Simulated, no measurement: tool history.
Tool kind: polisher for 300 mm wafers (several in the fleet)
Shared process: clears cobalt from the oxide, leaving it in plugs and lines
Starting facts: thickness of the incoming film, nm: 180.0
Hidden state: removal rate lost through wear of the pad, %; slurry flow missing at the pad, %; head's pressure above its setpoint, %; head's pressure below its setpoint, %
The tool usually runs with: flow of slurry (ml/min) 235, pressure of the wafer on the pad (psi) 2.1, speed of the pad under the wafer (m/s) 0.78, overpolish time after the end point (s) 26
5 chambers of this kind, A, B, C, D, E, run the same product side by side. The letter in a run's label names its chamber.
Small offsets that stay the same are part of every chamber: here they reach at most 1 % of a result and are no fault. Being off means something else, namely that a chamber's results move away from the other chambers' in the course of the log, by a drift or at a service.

| run | hour | flow of slurry (ml/min) | pressure of the wafer on the pad (psi) | speed of the pad under the wafer (m/s) | overpolish time after the end point (s) | wafers polished on this pad | hours since the slurry nozzle was cleaned | hours since the head pressure was calibrated | time until the end point was called (s) | dishing of a wide line in a test structure (angstrom) |
|---|---|---|---|---|---|---|---|---|---|---|
| 1A | 7.3 | 235 | 2.1 | 0.78 | 26 | 534 | 73.0 | 196.4 | 47.461 | 478.22 |
| 2E | 19.3 | 235 | 2.1 | 0.78 | 26 | 262 | 63.3 | 28.4 | 45.696 | 473.77 |
| 3C | 30.2 | 235 | 2.1 | 0.78 | 26 | 548 | 116.7 | 206.0 | 48.604 | 488.30 |
|  | 36.8 | chamber D: worn pad replaced by a new one |
| 4B | 40.0 | 235 | 2.1 | 0.78 | 26 | 696 | 779.4 | 830.4 | 46.687 | 481.72 |
|  | 45.6 | chamber A: worn pad replaced by a new one |
|  | 47.1 | chamber D: slurry nozzle cleaned |
| 5D | 50.9 | 235 | 2.1 | 0.78 | 26 | 165 | 3.9 | 621.2 | 47.237 | 473.91 |
|  | 56.2 | chamber E: worn pad replaced by a new one |
| 6C | 59.6 | 235 | 2.1 | 0.78 | 26 | 892 | 146.1 | 235.4 | 48.663 | 468.96 |
| 7A | 69.0 | 235 | 2.1 | 0.78 | 26 | 274 | 134.7 | 258.1 | 48.195 | 470.25 |
|  | 78.5 | chamber B: worn pad replaced by a new one |
| 8D | 80.8 | 185 | 2.1 | 0.68 | 26 | 516 | 33.8 | 651.1 | 57.275 | 456.79 |
| 9B | 90.3 | 185 | 2.1 | 0.68 | 26 | 138 | 829.7 | 880.7 | 56.446 | 437.17 |
|  | 90.9 | chamber C: worn pad replaced by a new one |
| 10E | 97.0 | 185 | 2.1 | 0.68 | 26 | 478 | 141.0 | 106.1 | 55.195 | 449.74 |
|  | 98.0 | chamber D: worn pad replaced by a new one |
| 11E | 108.7 | 185 | 2.1 | 0.68 | 26 | 615 | 152.7 | 117.8 | 54.934 | 447.49 |
|  | 115.5 | chamber E: worn pad replaced by a new one |
| 12C | 118.7 | 185 | 2.1 | 0.68 | 26 | 326 | 205.2 | 294.5 | 56.251 | 447.54 |
| 13B | 126.9 | 235 | 2.1 | 0.78 | 26 | 567 | 866.3 | 917.3 | 46.291 | 466.04 |
| 14D | 132.7 | 235 | 2.1 | 0.78 | 14 | 407 | 85.7 | 703.0 | 47.478 | 355.01 |
|  | 139.3 | chamber A: worn pad replaced by a new one |
| 15A | 141.6 | 235 | 2.1 | 0.78 | 14 | 27 | 207.3 | 330.7 | 49.243 | 347.58 |
| 16C | 151.9 | 235 | 2.1 | 0.78 | 14 | 715 | 238.4 | 327.7 | 46.746 | 355.45 |
|  | 154.2 | chamber C: slurry nozzle cleaned |
|  | 156.4 | chamber D: worn pad replaced by a new one |
| 17E | 161.6 | 235 | 2.1 | 0.78 | 14 | 540 | 205.6 | 170.7 | 47.750 | 333.79 |
|  | 163.2 | chamber B: worn pad replaced by a new one |
|  | 167.4 | chamber A: head pressure recalibrated |
| 18A | 167.6 | 235 | 2.1 | 0.78 | 14 | 332 | 233.3 | 0.3 | 48.241 | 354.45 |
|  | 178.7 | chamber E: worn pad replaced by a new one |
| 19B | 179.0 | 235 | 2.1 | 0.78 | 26 | 185 | 918.4 | 969.4 | 47.384 | 475.99 |
| 20D | 188.3 | 235 | 2.1 | 0.78 | 26 | 374 | 141.3 | 758.6 | 47.061 | 469.00 |
| 21D | 195.7 | 235 | 2.1 | 0.78 | 26 | 460 | 148.7 | 766.0 | 46.939 | 462.54 |
| 22B | 202.0 | 235 | 2.1 | 0.78 | 26 | 454 | 941.4 | 992.4 | 46.547 | 472.53 |
| 23A | 207.8 | 235 | 2.1 | 0.78 | 26 | 803 | 273.5 | 40.5 | 48.254 | 477.41 |
|  | 210.9 | chamber D: worn pad replaced by a new one |
| 24E | 215.3 | 235 | 2.1 | 0.78 | 26 | 429 | 259.3 | 224.4 | 47.397 | 479.49 |
|  | 215.6 | chamber C: worn pad replaced by a new one |
|  | 215.7 | chamber A: worn pad replaced by a new one |
| 25C | 221.1 | 235 | 2.1 | 0.78 | 26 | 64 | 66.9 | 396.9 | 46.697 | 488.83 |
| 26E | 227.1 | 235 | 2.1 | 0.78 | 26 | 568 | 271.1 | 236.2 | 46.842 | 490.51 |
| 27B | 232.4 | 235 | 2.1 | 0.78 | 26 | 810 | 971.8 | 1022.8 | 47.460 | 487.78 |
| 28D | 240.6 | 235 | 2.1 | 0.78 | 26 | 348 | 193.6 | 810.9 | 48.312 | 475.66 |
|  | 241.1 | chamber E: worn pad replaced by a new one |
| 29C | 248.9 | 235 | 2.1 | 0.78 | 26 | 390 | 94.7 | 424.7 | 48.051 | 485.45 |
| 30A | 261.2 | 235 | 2.1 | 0.78 | 26 | 533 | 326.9 | 93.9 | 47.502 | 478.48 |
|  | 261.7 | chamber B: slurry nozzle cleaned |
|  | 262.5 | chamber B: worn pad replaced by a new one |
|  | 266.8 | chamber D: worn pad replaced by a new one |
| 31A | 269.7 | 235 | 2.1 | 0.78 | 26 | 633 | 335.4 | 102.4 | 48.099 | 465.34 |
| 32E | 278.9 | 235 | 2.1 | 0.78 | 26 | 443 | 322.9 | 288.0 | 46.819 | 495.96 |
| 33C | 286.9 | 235 | 2.1 | 0.78 | 26 | 835 | 132.7 | 462.7 | 48.530 | 474.73 |
| 34B | 293.1 | 235 | 2.1 | 0.78 | 26 | 359 | 31.4 | 1083.5 | 46.026 | 477.98 |
| 35D | 304.7 | 235 | 2.1 | 0.78 | 26 | 444 | 257.7 | 875.0 | 46.629 | 467.44 |
|  | 307.5 | chamber A: worn pad replaced by a new one |
| 36A | 310.1 | 235 | 2.1 | 0.78 | 26 | 31 | 375.8 | 142.8 | 48.002 | 477.97 |

Each of the 5 chambers runs these same settings next. Fill in every chamber's results:
| 37A | 319.0 | 235 | 2.1 | 0.78 | 17 |  |  |  | ? | ? |
| 37B | 319.0 | 235 | 2.1 | 0.78 | 17 |  |  |  | ? | ? |
| 37C | 319.0 | 235 | 2.1 | 0.78 | 17 |  |  |  | ? | ? |
| 37D | 319.0 | 235 | 2.1 | 0.78 | 17 |  |  |  | ? | ? |
| 37E | 319.0 | 235 | 2.1 | 0.78 | 17 |  |  |  | ? | ? |

| run | time until the end point was called (s) | dishing of a wide line in a test structure (angstrom) |
|---|---|---|
| 37A | 47.538 | 386.71 |
| 37B | 48.614 | 395.76 |
| 37C | 47.357 | 387.54 |
| 37D | 48.388 | 390.04 |
| 37E | 47.577 | 378.03 |

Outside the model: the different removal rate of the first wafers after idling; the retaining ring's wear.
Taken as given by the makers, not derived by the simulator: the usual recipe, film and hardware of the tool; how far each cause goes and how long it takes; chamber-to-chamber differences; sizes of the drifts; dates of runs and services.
